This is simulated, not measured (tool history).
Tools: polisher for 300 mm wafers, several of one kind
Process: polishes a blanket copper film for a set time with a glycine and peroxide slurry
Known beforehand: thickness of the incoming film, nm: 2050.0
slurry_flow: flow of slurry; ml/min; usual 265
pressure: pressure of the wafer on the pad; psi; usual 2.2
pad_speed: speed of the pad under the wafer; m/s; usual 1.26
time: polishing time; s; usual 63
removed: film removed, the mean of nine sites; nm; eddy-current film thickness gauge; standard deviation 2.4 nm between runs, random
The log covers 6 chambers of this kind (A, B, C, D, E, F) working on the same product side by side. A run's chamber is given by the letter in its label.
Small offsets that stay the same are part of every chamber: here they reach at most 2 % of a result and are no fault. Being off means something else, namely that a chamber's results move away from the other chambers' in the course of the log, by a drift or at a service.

Run 1E, hour 4.9: usual settings. Result: removed 395.7 nm.
At hour 5.2: chamber E: worn pad replaced by a new one.
Run 2C, hour 10.5: usual settings. Result: removed 394.35 nm.
Run 3D, hour 13.5: usual settings. Result: removed 395.11 nm.
Run 4B, hour 18.6: usual settings. Result: removed 397.9 nm.
At hour 20: chamber B: worn pad replaced by a new one.
Run 5A, hour 23.9: usual settings. Result: removed 401.44 nm.
Run 6F, hour 29.6: usual settings. Result: removed 399.77 nm.
Run 7E, hour 34.9: usual settings. Result: removed 393.73 nm.
Run 8D, hour 38.7: usual settings. Result: removed 394.35 nm.
At hour 39.3: chamber E: slurry nozzle cleaned.
Run 9C, hour 44.8: usual settings but slurry_flow 320 ml/min, pressure 2.5 psi. Result: removed 437.31 nm.
Run 10F, hour 50.8: usual settings but slurry_flow 320 ml/min, pressure 2.5 psi. Result: removed 450.62 nm.
Run 11B, hour 55.2: usual settings but slurry_flow 320 ml/min, pressure 2.5 psi. Result: removed 447.55 nm.
At hour 55.4: chamber E: head pressure recalibrated.
Run 12A, hour 59: usual settings but slurry_flow 320 ml/min, pressure 2.5 psi. Result: removed 451.03 nm.
At hour 59.8: chamber F: worn pad replaced by a new one.
At hour 61.8: chamber A: worn pad replaced by a new one.
Run 13F, hour 63.1: usual settings but slurry_flow 320 ml/min, pressure 2.5 psi. Result: removed 450.76 nm.
Run 14D, hour 69.4: usual settings but slurry_flow 320 ml/min, pressure 2.5 psi. Result: removed 443.69 nm.
At hour 73.9: chamber E: worn pad replaced by a new one.
Run 15C, hour 74: usual settings. Result: removed 393.32 nm.
Run 16B, hour 80.2: usual settings. Result: removed 399.61 nm.
Run 17E, hour 83.8: usual settings. Result: removed 401.37 nm.
Run 18A, hour 87.4: usual settings but time 72 s. Result: removed 455.35 nm.
At hour 92.2: chamber B: worn pad replaced by a new one.
Run 19F, hour 92.7: usual settings but time 72 s. Result: removed 449.32 nm.
Run 20A, hour 98.7: usual settings but time 72 s. Result: removed 453.53 nm.
Run 21D, hour 103.4: usual settings but time 72 s. Result: removed 436.54 nm.
Run 22C, hour 109.9: usual settings but time 72 s. Result: removed 446.32 nm.
Run 23E, hour 113.5: usual settings but time 72 s. Result: removed 460.85 nm.
Run 24B, hour 118.9: usual settings. Result: removed 395.36 nm.
Run 25B, hour 125: usual settings. Result: removed 395.28 nm.
At hour 126.5: chamber E: worn pad replaced by a new one.
Run 26A, hour 128.8: usual settings. Result: removed 394.54 nm.
Run 27D, hour 132: usual settings but pressure 2.7 psi. Result: removed 445.93 nm.
Run 28F, hour 135.3: usual settings but pressure 2.7 psi. Result: removed 475.32 nm.
Run 29C, hour 141.3: usual settings but pressure 2.7 psi. Result: removed 460.84 nm.
At hour 143.1: chamber C: worn pad replaced by a new one.
Run 30E, hour 147.4: usual settings but pressure 2.7 psi. Result: removed 478.38 nm.
Run 31F, hour 150.4: usual settings but pressure 2.7 psi. Result: removed 472.49 nm.
Run 32B, hour 154.4: usual settings but pressure 2.7 psi. Result: removed 469.39 nm.
Run 33D, hour 157.8: usual settings. Result: removed 373.5 nm.
Run 34A, hour 161.5: usual settings. Result: removed 398.73 nm.
Run 35E, hour 166.4: usual settings. Result: removed 397.56 nm.
Run 36C, hour 172.8: usual settings. Result: removed 388.74 nm.
At hour 173.3: chamber B: worn pad replaced by a new one.
Run 37E, hour 178: usual settings. Result: removed 401.74 nm.
Run 38B, hour 181.9: usual settings but slurry_flow 195 ml/min, time 83 s. Result: removed 504.37 nm.

All 6 chambers run these settings next. Forecast each chamber's results:
Run 39A, hour 186.6: usual settings but time 84 s. Result: removed ?.
Run 39B, hour 186.6: usual settings but time 84 s. Result: removed ?.
Run 39C, hour 186.6: usual settings but time 84 s. Result: removed ?.
Run 39D, hour 186.6: usual settings but time 84 s. Result: removed ?.
Run 39E, hour 186.6: usual settings but time 84 s. Result: removed ?.
Run 39F, hour 186.6: usual settings but time 84 s. Result: removed ?.

run  removed
39A   534.23
39B   533.89
39C   521.75
39D   485.53
39E   526.43
39F   524.78

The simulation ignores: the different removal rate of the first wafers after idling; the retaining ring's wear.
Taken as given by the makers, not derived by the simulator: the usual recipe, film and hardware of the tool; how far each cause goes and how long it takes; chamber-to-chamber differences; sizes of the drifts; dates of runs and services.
